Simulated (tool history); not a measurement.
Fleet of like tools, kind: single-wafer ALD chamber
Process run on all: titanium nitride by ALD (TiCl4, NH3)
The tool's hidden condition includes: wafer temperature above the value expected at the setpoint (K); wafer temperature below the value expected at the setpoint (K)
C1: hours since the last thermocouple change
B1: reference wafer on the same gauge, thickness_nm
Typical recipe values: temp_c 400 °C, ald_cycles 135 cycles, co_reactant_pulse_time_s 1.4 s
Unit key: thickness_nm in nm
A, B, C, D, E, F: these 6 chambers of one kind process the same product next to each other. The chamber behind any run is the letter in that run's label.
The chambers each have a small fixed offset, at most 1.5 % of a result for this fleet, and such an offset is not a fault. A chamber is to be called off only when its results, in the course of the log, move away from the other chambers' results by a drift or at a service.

Run 1D, hour 13: usual settings; C1 1178.5; B1 2.3688. Result: thickness_nm 2.9146 nm.
Run 2F, hour 27.8: usual settings; C1 1010.3; B1 2.3682. Result: thickness_nm 2.8964 nm.
Run 3C, hour 40.7: usual settings; C1 969.6; B1 2.3688. Result: thickness_nm 2.9228 nm.
Run 4A, hour 51.8: usual settings; C1 300.9; B1 2.3684. Result: thickness_nm 2.9126 nm.
Run 5B, hour 61: usual settings; C1 84.9; B1 2.3679. Result: thickness_nm 2.9357 nm.
Run 6E, hour 72.4: usual settings; C1 367; B1 2.3678. Result: thickness_nm 2.9128 nm.
Run 7C, hour 82.4: usual settings; C1 1011.3; B1 2.3674. Result: thickness_nm 2.9257 nm.
Run 8E, hour 92.5: usual settings; C1 387.1; B1 2.367. Result: thickness_nm 2.9131 nm.
Run 9D, hour 104.6: usual settings; C1 1270.1; B1 2.3667. Result: thickness_nm 2.9122 nm.
Run 10B, hour 114: usual settings but temp_c 413 °C, co_reactant_pulse_time_s 1.75 s; C1 137.9; B1 2.3667. Result: thickness_nm 2.9741 nm.
Run 11F, hour 121.6: usual settings but temp_c 413 °C, co_reactant_pulse_time_s 1.75 s; C1 1104.1; B1 2.3653. Result: thickness_nm 2.9441 nm.
Run 12A, hour 135.6: usual settings but temp_c 413 °C, co_reactant_pulse_time_s 1.75 s; C1 384.7; B1 2.3651. Result: thickness_nm 2.9569 nm.
Run 13E, hour 148.1: usual settings but temp_c 413 °C, co_reactant_pulse_time_s 1.75 s; C1 442.7; B1 2.3638. Result: thickness_nm 2.9651 nm.
Run 14D, hour 159.9: usual settings but temp_c 413 °C, co_reactant_pulse_time_s 1.75 s; C1 1325.4; B1 2.3652. Result: thickness_nm 2.9553 nm.
Run 15C, hour 168.7: usual settings but temp_c 413 °C, co_reactant_pulse_time_s 1.75 s; C1 1097.6; B1 2.3639. Result: thickness_nm 2.9698 nm.
Run 16A, hour 176.9: usual settings; C1 426; B1 2.3646. Result: thickness_nm 2.9022 nm.
Run 17F, hour 188.7: usual settings; C1 1171.2; B1 2.3633. Result: thickness_nm 2.8905 nm.
Run 18B, hour 197.3: usual settings; C1 221.2; B1 2.3631. Result: thickness_nm 2.9214 nm.
Run 19A, hour 209.7: usual settings; C1 458.8; B1 2.3622. Result: thickness_nm 2.9046 nm.
Run 20F, hour 219.1: usual settings; C1 1201.6; B1 2.3623. Result: thickness_nm 2.8852 nm.
Run 21C, hour 231.6: usual settings; C1 1160.5; B1 2.3621. Result: thickness_nm 2.9189 nm.
Run 22D, hour 240.4: usual settings; C1 1405.9; B1 2.3615. Result: thickness_nm 2.9057 nm.
Run 23E, hour 251: usual settings; C1 545.6; B1 2.3615. Result: thickness_nm 2.9064 nm.
Run 24B, hour 257.9: usual settings; C1 281.8; B1 2.3609. Result: thickness_nm 2.9243 nm.
Run 25A, hour 265.3: usual settings; C1 514.4; B1 2.3608. Result: thickness_nm 2.9025 nm.
Run 26E, hour 273.7: usual settings; C1 568.3; B1 2.3611. Result: thickness_nm 2.9071 nm.
Run 27F, hour 283: usual settings; C1 1265.5; B1 2.3601. Result: thickness_nm 2.8818 nm.
Run 28C, hour 296.2: usual settings; C1 1225.1; B1 2.3596. Result: thickness_nm 2.913 nm.
Run 29D, hour 306.5: usual settings; C1 1472; B1 2.3604. Result: thickness_nm 2.9101 nm.
Run 30B, hour 314.1: usual settings; C1 338; B1 2.3605. Result: thickness_nm 2.9241 nm.
Run 31A, hour 321.9: usual settings but temp_c 386 °C, ald_cycles 113 cycles; C1 571; B1 2.3595. Result: thickness_nm 2.3936 nm.
Run 32D, hour 329.7: usual settings but temp_c 386 °C, ald_cycles 113 cycles; C1 1495.2; B1 2.3588. Result: thickness_nm 2.3931 nm.
Run 33B, hour 339.8: usual settings but temp_c 386 °C, ald_cycles 113 cycles; C1 363.7; B1 2.3588. Result: thickness_nm 2.3994 nm.
Run 34C, hour 347.7: usual settings but temp_c 386 °C, ald_cycles 113 cycles; C1 1276.6; B1 2.3581. Result: thickness_nm 2.3993 nm.
Run 35F, hour 359.7: usual settings but temp_c 386 °C, ald_cycles 113 cycles; C1 1342.2; B1 2.3582. Result: thickness_nm 2.3723 nm.
Run 36E, hour 368.2: usual settings but temp_c 386 °C, ald_cycles 113 cycles; C1 662.8; B1 2.3572. Result: thickness_nm 2.3919 nm.
Run 37F, hour 379.3: usual settings but temp_c 389 °C, ald_cycles 121 cycles; C1 1361.8; B1 2.3576. Result: thickness_nm 2.5459 nm.
Run 38B, hour 393.6: usual settings but temp_c 389 °C, ald_cycles 121 cycles; C1 417.5; B1 2.3564. Result: thickness_nm 2.5795 nm.
Run 39C, hour 404.9: usual settings but temp_c 389 °C, ald_cycles 121 cycles; C1 1333.8; B1 2.3559. Result: thickness_nm 2.5723 nm.
Run 40D, hour 414: usual settings but temp_c 389 °C, ald_cycles 121 cycles; C1 1579.5; B1 2.3555. Result: thickness_nm 2.5687 nm.
Run 41A, hour 423.1: usual settings but temp_c 389 °C, ald_cycles 121 cycles; C1 672.2; B1 2.3549. Result: thickness_nm 2.5626 nm.
Run 42E, hour 436.2: usual settings but temp_c 389 °C, ald_cycles 121 cycles; C1 730.8; B1 2.3555. Result: thickness_nm 2.5675 nm.

Which is it: a chamber that has drifted or been left off by a service, a gauge drift common to all chambers, or only each chamber's usual small offset? If a chamber is off, name it and its likeliest cause.

None of the chambers is off. What moves is the gauge, dragging all their readings along together.
Most likely cause: gauge reads low (%) = 0.635.
